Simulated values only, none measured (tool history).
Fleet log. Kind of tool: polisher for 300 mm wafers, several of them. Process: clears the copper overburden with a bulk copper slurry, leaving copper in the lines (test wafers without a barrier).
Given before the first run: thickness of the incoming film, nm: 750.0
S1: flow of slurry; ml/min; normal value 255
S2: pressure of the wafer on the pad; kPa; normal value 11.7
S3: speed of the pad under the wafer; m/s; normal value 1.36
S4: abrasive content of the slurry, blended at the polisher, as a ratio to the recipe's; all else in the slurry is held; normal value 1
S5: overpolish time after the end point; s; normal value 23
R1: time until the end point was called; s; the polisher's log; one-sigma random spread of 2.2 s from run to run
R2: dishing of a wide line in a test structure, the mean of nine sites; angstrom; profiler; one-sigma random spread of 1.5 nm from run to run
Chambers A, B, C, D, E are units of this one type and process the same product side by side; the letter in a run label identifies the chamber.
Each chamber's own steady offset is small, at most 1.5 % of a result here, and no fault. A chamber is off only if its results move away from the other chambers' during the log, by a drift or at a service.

run,day,S1,S2,S3,S4,S5,R1,R2
# day 0.154: chamber A: worn pad replaced by a new one
1D,0.321,255,11.7,1.36,1,23,112.00,651.07
2C,0.504,255,11.7,1.36,1,23,115.66,692.73
3B,0.692,255,11.7,1.36,1,23,116.08,682.19
4E,0.867,255,11.7,1.36,1,23,117.84,672.40
5A,1.117,255,11.7,1.36,1,23,114.12,677.83
# day 1.204: chamber D: worn pad replaced by a new one
6E,1.404,255,11.7,1.36,1,23,111.79,679.33
7B,1.625,255,11.7,1.36,1,23,108.49,684.67
# day 1.788: chamber D: slurry blender recalibrated
8C,1.962,255,11.7,1.36,1,23,113.78,641.61
9A,2.233,255,11.7,1.36,1,23,117.67,650.24
# day 2.383: chamber A: head pressure recalibrated
# day 2.571: chamber C: slurry blender recalibrated
# day 2.575: chamber E: worn pad replaced by a new one
10D,2.575,255,11.7,1.36,1,28,112.32,748.53
11D,2.896,255,11.7,1.36,1,28,114.35,740.14
12A,3.279,255,11.7,1.36,1,28,115.89,725.26
# day 3.488: chamber E: slurry blender recalibrated
13C,3.525,255,11.7,1.36,1,28,113.91,713.45
# day 3.638: chamber A: slurry blender recalibrated
14B,3.721,255,11.7,1.36,1,28,113.65,750.42
15E,4.100,255,11.7,1.36,1,23,115.31,690.14
16A,4.442,255,8.3,1.00,1,23,221.85,415.91
# day 4.475: chamber B: slurry nozzle cleaned
# day 4.575: chamber C: worn pad replaced by a new one
17B,4.679,255,8.3,1.00,1,23,221.80,419.70
# day 4.979: chamber B: worn pad replaced by a new one
18E,5.012,255,8.3,1.00,1,23,231.16,451.00
19D,5.279,255,8.3,1.00,1,23,215.22,444.90
20C,5.462,255,8.3,1.00,1,23,216.86,416.01
21B,5.812,255,11.7,1.36,1,23,110.98,667.33
22C,6.142,255,11.7,1.36,1,23,111.91,671.37
23E,6.329,255,11.7,1.36,1,23,113.60,697.60
24D,6.692,255,11.7,1.36,1,23,115.88,685.20
# day 6.933: chamber B: slurry blender recalibrated
25A,6.958,255,11.7,1.36,1,23,113.40,679.69
# day 7.158: chamber A: worn pad replaced by a new one
26D,7.233,255,11.7,1.36,1,23,113.69,679.09
27C,7.583,255,11.7,1.36,1,23,113.68,645.60
28A,7.904,255,11.7,1.36,1,23,115.17,671.20
29B,8.117,255,11.7,1.36,1,23,112.98,637.73
30E,8.471,255,11.7,1.36,1,23,115.06,679.42
31C,8.817,255,11.7,1.36,1,23,109.89,663.34
32D,9.112,255,11.7,1.36,1,31,111.14,718.53
33A,9.358,255,11.7,1.36,1,31,116.64,767.96

Decide between three cases: one chamber stands off from its peers, the gauge reading all wafers drifts, or nothing is wrong past each chamber's small offset. Where a chamber is off, say which and what most likely put it there.

No chamber is off and the gauge is stable; the differences are just each chamber's small, constant offset.
